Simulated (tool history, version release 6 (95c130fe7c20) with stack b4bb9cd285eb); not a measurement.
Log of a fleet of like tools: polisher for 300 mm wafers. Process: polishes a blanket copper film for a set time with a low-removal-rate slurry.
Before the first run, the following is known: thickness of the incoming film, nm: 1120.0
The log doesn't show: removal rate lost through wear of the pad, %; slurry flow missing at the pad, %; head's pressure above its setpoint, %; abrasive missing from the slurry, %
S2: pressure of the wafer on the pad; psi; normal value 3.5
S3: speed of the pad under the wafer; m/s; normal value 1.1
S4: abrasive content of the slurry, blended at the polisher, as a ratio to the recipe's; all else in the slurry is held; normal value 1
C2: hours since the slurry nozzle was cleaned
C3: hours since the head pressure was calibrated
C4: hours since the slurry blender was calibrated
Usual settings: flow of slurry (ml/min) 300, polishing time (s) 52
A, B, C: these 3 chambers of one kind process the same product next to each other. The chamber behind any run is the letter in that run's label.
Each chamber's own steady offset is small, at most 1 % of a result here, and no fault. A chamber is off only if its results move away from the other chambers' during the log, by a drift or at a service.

{"run": "1B", "hour": 3.9, "flow of slurry (ml/min)": 300, "S2": 3.5, "S3": 1.1, "S4": 1, "polishing time (s)": 52, "wafers polished on this pad": 433, "C2": 56.1, "C3": 587.5, "C4": 77.8, "film removed (nm)": 170.27}
{"run": "2C", "hour": 8.1, "flow of slurry (ml/min)": 300, "S2": 3.5, "S3": 1.1, "S4": 1, "polishing time (s)": 52, "wafers polished on this pad": 310, "C2": 286.7, "C3": 220.6, "C4": 88.2, "film removed (nm)": 171.17}
{"hour": 10.4, "done": "chamber A: slurry blender recalibrated"}
{"run": "3A", "hour": 12.8, "flow of slurry (ml/min)": 300, "S2": 3.5, "S3": 1.1, "S4": 1, "polishing time (s)": 52, "wafers polished on this pad": 232, "C2": 183.6, "C3": 258.8, "C4": 2.5, "film removed (nm)": 174.01}
{"run": "4A", "hour": 18.3, "flow of slurry (ml/min)": 300, "S2": 3.5, "S3": 1.1, "S4": 1, "polishing time (s)": 52, "wafers polished on this pad": 281, "C2": 189.1, "C3": 264.3, "C4": 8, "film removed (nm)": 170.25}
{"run": "5B", "hour": 22.1, "flow of slurry (ml/min)": 300, "S2": 3.5, "S3": 1.1, "S4": 1, "polishing time (s)": 52, "wafers polished on this pad": 594, "C2": 74.3, "C3": 605.7, "C4": 96, "film removed (nm)": 170.2}
{"run": "6C", "hour": 28.1, "flow of slurry (ml/min)": 300, "S2": 3.5, "S3": 1.1, "S4": 1, "polishing time (s)": 52, "wafers polished on this pad": 488, "C2": 306.7, "C3": 240.6, "C4": 108.2, "film removed (nm)": 174.17}
{"run": "7A", "hour": 34.0, "flow of slurry (ml/min)": 300, "S2": 3.5, "S3": 1.1, "S4": 1, "polishing time (s)": 52, "wafers polished on this pad": 420, "C2": 204.8, "C3": 280, "C4": 23.7, "film removed (nm)": 170.02}
{"run": "8B", "hour": 38.6, "flow of slurry (ml/min)": 300, "S2": 3.5, "S3": 1.1, "S4": 1, "polishing time (s)": 52, "wafers polished on this pad": 741, "C2": 90.8, "C3": 622.2, "C4": 112.5, "film removed (nm)": 168.96}
{"run": "9C", "hour": 42.4, "flow of slurry (ml/min)": 300, "S2": 3.5, "S3": 1.1, "S4": 1, "polishing time (s)": 52, "wafers polished on this pad": 614, "C2": 321, "C3": 254.9, "C4": 122.5, "film removed (nm)": 172.36}
{"hour": 42.9, "done": "chamber A: worn pad replaced by a new one"}
{"run": "10A", "hour": 47.3, "flow of slurry (ml/min)": 300, "S2": 3.5, "S3": 1.1, "S4": 1, "polishing time (s)": 52, "wafers polished on this pad": 39, "C2": 218.1, "C3": 293.3, "C4": 37, "film removed (nm)": 169.54}
{"run": "11B", "hour": 53.3, "flow of slurry (ml/min)": 300, "S2": 3.5, "S3": 1.1, "S4": 1, "polishing time (s)": 52, "wafers polished on this pad": 871, "C2": 105.5, "C3": 636.9, "C4": 127.2, "film removed (nm)": 170.27}
{"hour": 54.7, "done": "chamber B: head pressure recalibrated"}
{"run": "12C", "hour": 59.5, "flow of slurry (ml/min)": 300, "S2": 3.5, "S3": 1.1, "S4": 1, "polishing time (s)": 52, "wafers polished on this pad": 766, "C2": 338.1, "C3": 272, "C4": 139.6, "film removed (nm)": 169}
{"run": "13A", "hour": 63.2, "flow of slurry (ml/min)": 300, "S2": 3.5, "S3": 1.1, "S4": 1, "polishing time (s)": 52, "wafers polished on this pad": 180, "C2": 234, "C3": 309.2, "C4": 52.9, "film removed (nm)": 172.33}
{"hour": 65.7, "done": "chamber B: worn pad replaced by a new one"}
{"run": "14B", "hour": 69.6, "flow of slurry (ml/min)": 300, "S2": 3.5, "S3": 1.1, "S4": 1, "polishing time (s)": 52, "wafers polished on this pad": 35, "C2": 121.8, "C3": 15, "C4": 143.5, "film removed (nm)": 172.76}
{"hour": 69.9, "done": "chamber C: worn pad replaced by a new one"}
{"run": "15C", "hour": 77.9, "flow of slurry (ml/min)": 300, "S2": 3.5, "S3": 1.1, "S4": 1, "polishing time (s)": 52, "wafers polished on this pad": 71, "C2": 356.5, "C3": 290.4, "C4": 158, "film removed (nm)": 169.11}
{"run": "16C", "hour": 84.8, "flow of slurry (ml/min)": 300, "S2": 3.5, "S3": 1.1, "S4": 1, "polishing time (s)": 52, "wafers polished on this pad": 132, "C2": 363.4, "C3": 297.3, "C4": 164.9, "film removed (nm)": 170.24}
{"run": "17B", "hour": 91.9, "flow of slurry (ml/min)": 300, "S2": 3.5, "S3": 1.1, "S4": 1, "polishing time (s)": 52, "wafers polished on this pad": 232, "C2": 144.1, "C3": 37.3, "C4": 165.8, "film removed (nm)": 166.35}
{"hour": 93.4, "done": "chamber C: slurry blender recalibrated"}
{"run": "18A", "hour": 97.8, "flow of slurry (ml/min)": 300, "S2": 3.5, "S3": 1.1, "S4": 1, "polishing time (s)": 52, "wafers polished on this pad": 486, "C2": 268.6, "C3": 343.8, "C4": 87.5, "film removed (nm)": 176.24}
{"run": "19A", "hour": 105.5, "flow of slurry (ml/min)": 300, "S2": 3.5, "S3": 1.1, "S4": 1, "polishing time (s)": 52, "wafers polished on this pad": 555, "C2": 276.3, "C3": 351.5, "C4": 95.2, "film removed (nm)": 178.92}
{"hour": 107.3, "done": "chamber A: worn pad replaced by a new one"}
{"run": "20C", "hour": 110.4, "flow of slurry (ml/min)": 300, "S2": 3.5, "S3": 1.1, "S4": 1, "polishing time (s)": 52, "wafers polished on this pad": 359, "C2": 389, "C3": 322.9, "C4": 17.1, "film removed (nm)": 173.46}
{"run": "21B", "hour": 115.7, "flow of slurry (ml/min)": 300, "S2": 3.5, "S3": 1.1, "S4": 1, "polishing time (s)": 52, "wafers polished on this pad": 443, "C2": 167.9, "C3": 61.1, "C4": 189.6, "film removed (nm)": 167.19}
{"run": "22A", "hour": 123.2, "flow of slurry (ml/min)": 300, "S2": 3.5, "S3": 1.1, "S4": 1, "polishing time (s)": 52, "wafers polished on this pad": 141, "C2": 294, "C3": 369.2, "C4": 112.9, "film removed (nm)": 181.01}
{"run": "23C", "hour": 127.8, "flow of slurry (ml/min)": 300, "S2": 3.5, "S3": 1.1, "S4": 1, "polishing time (s)": 52, "wafers polished on this pad": 513, "C2": 406.4, "C3": 340.3, "C4": 34.5, "film removed (nm)": 174.35}
{"run": "24B", "hour": 131.5, "flow of slurry (ml/min)": 300, "S2": 3.5, "S3": 1.1, "S4": 1, "polishing time (s)": 52, "wafers polished on this pad": 583, "C2": 183.7, "C3": 76.9, "C4": 205.4, "film removed (nm)": 171.29}
{"run": "25B", "hour": 137.8, "flow of slurry (ml/min)": 300, "S2": 3.5, "S3": 1.1, "S4": 1, "polishing time (s)": 52, "wafers polished on this pad": 639, "C2": 190, "C3": 83.2, "C4": 211.7, "film removed (nm)": 169.54}
{"run": "26A", "hour": 145.9, "flow of slurry (ml/min)": 300, "S2": 3.5, "S3": 1.1, "S4": 1, "polishing time (s)": 52, "wafers polished on this pad": 342, "C2": 316.7, "C3": 391.9, "C4": 135.6, "film removed (nm)": 182.25}
{"run": "27C", "hour": 151.3, "flow of slurry (ml/min)": 300, "S2": 3.5, "S3": 1.1, "S4": 1, "polishing time (s)": 52, "wafers polished on this pad": 721, "C2": 429.9, "C3": 363.8, "C4": 58, "film removed (nm)": 169}
{"run": "28C", "hour": 159.5, "flow of slurry (ml/min)": 300, "S2": 3.5, "S3": 1.1, "S4": 1, "polishing time (s)": 52, "wafers polished on this pad": 794, "C2": 438.1, "C3": 372, "C4": 66.2, "film removed (nm)": 170.24}
{"hour": 162.1, "done": "chamber B: slurry blender recalibrated"}
{"hour": 164.8, "done": "chamber A: worn pad replaced by a new one"}
{"run": "29A", "hour": 167.0, "flow of slurry (ml/min)": 300, "S2": 3.5, "S3": 1.1, "S4": 1, "polishing time (s)": 62, "wafers polished on this pad": 19, "C2": 337.8, "C3": 413, "C4": 156.7, "film removed (nm)": 220.16}
{"run": "30B", "hour": 173.5, "flow of slurry (ml/min)": 300, "S2": 3.5, "S3": 1.1, "S4": 1, "polishing time (s)": 62, "wafers polished on this pad": 956, "C2": 225.7, "C3": 118.9, "C4": 11.5, "film removed (nm)": 204.98}
{"run": "31B", "hour": 180.2, "flow of slurry (ml/min)": 300, "S2": 3.5, "S3": 1.1, "S4": 1, "polishing time (s)": 62, "wafers polished on this pad": 1015, "C2": 232.4, "C3": 125.6, "C4": 18.2, "film removed (nm)": 202.44}

Decide between three cases: one chamber stands off from its peers, the gauge reading all wafers drifts, or nothing is wrong past each chamber's small offset. Where a chamber is off, say which and what most likely put it there.

One chamber, A, drifts off from the rest bit by bit.
What lies behind it: head's pressure above its setpoint, % = 9.9.

Here are 4 candidates for chamber A's next run, each the usual settings with a change, their results left as question marks. Which one brings its results back in line with what the others give on the usual settings?
To be in line, a result may differ from the other chambers' mean on the usual settings by at most: film removed (nm) 7
{"run": "32A-1", "hour": 186.2, "flow of slurry (ml/min)": 300, "S2": 3.7, "S3": 1.16, "S4": 1, "polishing time (s)": 55, "film removed (nm)": "?"}
{"run": "32A-2", "hour": 186.2, "flow of slurry (ml/min)": 300, "S2": 3.5, "S3": 1.16, "S4": 1, "polishing time (s)": 55, "film removed (nm)": "?"}
{"run": "32A-3", "hour": 186.2, "flow of slurry (ml/min)": 300, "S2": 3.3, "S3": 1.1, "S4": 1, "polishing time (s)": 50, "film removed (nm)": "?"}
{"run": "32A-4", "hour": 186.2, "flow of slurry (ml/min)": 300, "S2": 3.5, "S3": 1.1, "S4": 1, "polishing time (s)": 44, "film removed (nm)": "?"}

Average result of the remaining chambers running the usual settings: film removed (nm) 170.31
run=32A-1 film_removed_(nm)=222.08
run=32A-2 film_removed_(nm)=209.91
run=32A-3 film_removed_(nm)=170.39
run=32A-4 film_removed_(nm)=159.17
It is 32A-3 that realigns the chamber with its peers.

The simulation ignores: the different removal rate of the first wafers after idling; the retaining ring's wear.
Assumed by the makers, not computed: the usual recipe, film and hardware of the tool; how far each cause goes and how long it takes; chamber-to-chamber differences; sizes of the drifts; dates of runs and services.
